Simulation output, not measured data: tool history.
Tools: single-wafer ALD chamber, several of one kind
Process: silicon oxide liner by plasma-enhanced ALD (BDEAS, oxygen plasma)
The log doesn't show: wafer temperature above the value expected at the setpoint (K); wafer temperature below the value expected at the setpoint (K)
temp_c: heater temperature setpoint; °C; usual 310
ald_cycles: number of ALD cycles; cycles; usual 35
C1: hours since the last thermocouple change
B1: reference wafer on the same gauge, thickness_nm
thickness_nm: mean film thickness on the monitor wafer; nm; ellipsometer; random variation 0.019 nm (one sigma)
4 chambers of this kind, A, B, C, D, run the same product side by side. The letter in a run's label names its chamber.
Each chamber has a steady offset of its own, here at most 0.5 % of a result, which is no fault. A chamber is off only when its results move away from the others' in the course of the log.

Run 1A, hour 9.1: usual settings; C1 348.0; B1 3.1408. Result: thickness_nm 3.2205 nm.
Run 2D, hour 19.3: usual settings; C1 1249.6; B1 3.1410. Result: thickness_nm 3.1995 nm.
Run 3B, hour 30.5: usual settings; C1 1772.3; B1 3.1391. Result: thickness_nm 3.1928 nm.
Run 4C, hour 38.3: usual settings; C1 1922.4; B1 3.1389. Result: thickness_nm 3.2248 nm.
Run 5B, hour 48.2: usual settings; C1 1790.0; B1 3.1443. Result: thickness_nm 3.2135 nm.
Run 6A, hour 59.5: usual settings but temp_c 318 °C, ald_cycles 30 cycles; C1 398.4; B1 3.1414. Result: thickness_nm 2.7259 nm.
Run 7D, hour 67.6: usual settings but temp_c 318 °C, ald_cycles 30 cycles; C1 1297.9; B1 3.1379. Result: thickness_nm 2.7264 nm.
Run 8C, hour 82.1: usual settings but temp_c 318 °C, ald_cycles 30 cycles; C1 1966.2; B1 3.1431. Result: thickness_nm 2.7060 nm.
Run 9D, hour 95.5: usual settings but temp_c 318 °C, ald_cycles 30 cycles; C1 1325.8; B1 3.1408. Result: thickness_nm 2.6860 nm.
Run 10A, hour 106.3: usual settings; C1 445.2; B1 3.1354. Result: thickness_nm 3.1990 nm.
Run 11B, hour 116.2: usual settings; C1 1858.0; B1 3.1350. Result: thickness_nm 3.1763 nm.
Run 12C, hour 129.7: usual settings; C1 2013.8; B1 3.1385. Result: thickness_nm 3.2150 nm.
Run 13D, hour 142.9: usual settings; C1 1373.2; B1 3.1411. Result: thickness_nm 3.2224 nm.
Run 14A, hour 158.3: usual settings; C1 497.2; B1 3.1402. Result: thickness_nm 3.1911 nm.
Run 15C, hour 166.4: usual settings but temp_c 318 °C; C1 2050.5; B1 3.1381. Result: thickness_nm 3.1759 nm.
Run 16B, hour 174.7: usual settings but temp_c 318 °C; C1 1916.5; B1 3.1419. Result: thickness_nm 3.1664 nm.
Run 17D, hour 186.2: usual settings but temp_c 318 °C; C1 1416.5; B1 3.1389. Result: thickness_nm 3.1468 nm.
Run 18B, hour 198.5: usual settings but temp_c 318 °C; C1 1940.3; B1 3.1429. Result: thickness_nm 3.1666 nm.
Run 19A, hour 209.1: usual settings; C1 548.0; B1 3.1357. Result: thickness_nm 3.2026 nm.
Run 20C, hour 219.9: usual settings; C1 2104.0; B1 3.1330. Result: thickness_nm 3.1730 nm.
Run 21A, hour 229.9: usual settings; C1 568.8; B1 3.1407. Result: thickness_nm 3.1904 nm.
Run 22B, hour 244.2: usual settings; C1 1986.0; B1 3.1384. Result: thickness_nm 3.1920 nm.
Run 23D, hour 256.4: usual settings but temp_c 315 °C; C1 1486.7; B1 3.1391. Result: thickness_nm 3.1486 nm.
At hour 261.5: chamber C: thermocouple changed; heater temperature recalibrated.
Run 24C, hour 266.1: usual settings but temp_c 315 °C; C1 4.7; B1 3.1397. Result: thickness_nm 3.1410 nm.
Run 25C, hour 273.5: usual settings but temp_c 315 °C; C1 12.1; B1 3.1440. Result: thickness_nm 3.1789 nm.
Run 26D, hour 284.6: usual settings but temp_c 315 °C; C1 1514.9; B1 3.1389. Result: thickness_nm 3.1693 nm.
Run 27B, hour 299.3: usual settings; C1 2041.1; B1 3.1411. Result: thickness_nm 3.2168 nm.
Run 28A, hour 311.1: usual settings; C1 650.0; B1 3.1419. Result: thickness_nm 3.2497 nm.
Run 29D, hour 325.5: usual settings; C1 1555.8; B1 3.1381. Result: thickness_nm 3.2047 nm.
Run 30A, hour 338.8: usual settings; C1 677.7; B1 3.1422. Result: thickness_nm 3.1820 nm.
Run 31B, hour 354.1: usual settings; C1 2095.9; B1 3.1444. Result: thickness_nm 3.2022 nm.
Run 32C, hour 361.0: usual settings; C1 99.6; B1 3.1440. Result: thickness_nm 3.1899 nm.
Run 33B, hour 368.7: usual settings; C1 2110.5; B1 3.1414. Result: thickness_nm 3.2050 nm.
Run 34D, hour 378.7: usual settings; C1 1609.0; B1 3.1413. Result: thickness_nm 3.1961 nm.
Run 35C, hour 393.4: usual settings; C1 132.0; B1 3.1358. Result: thickness_nm 3.1771 nm.
Run 36A, hour 404.7: usual settings; C1 743.6; B1 3.1403. Result: thickness_nm 3.2261 nm.

Is one chamber off against the others, does the gauge drift, or is nothing wrong? If a chamber is off, say which, and what the likeliest cause is.

No chamber stands off beyond its own small offset, and the gauge holds steady.
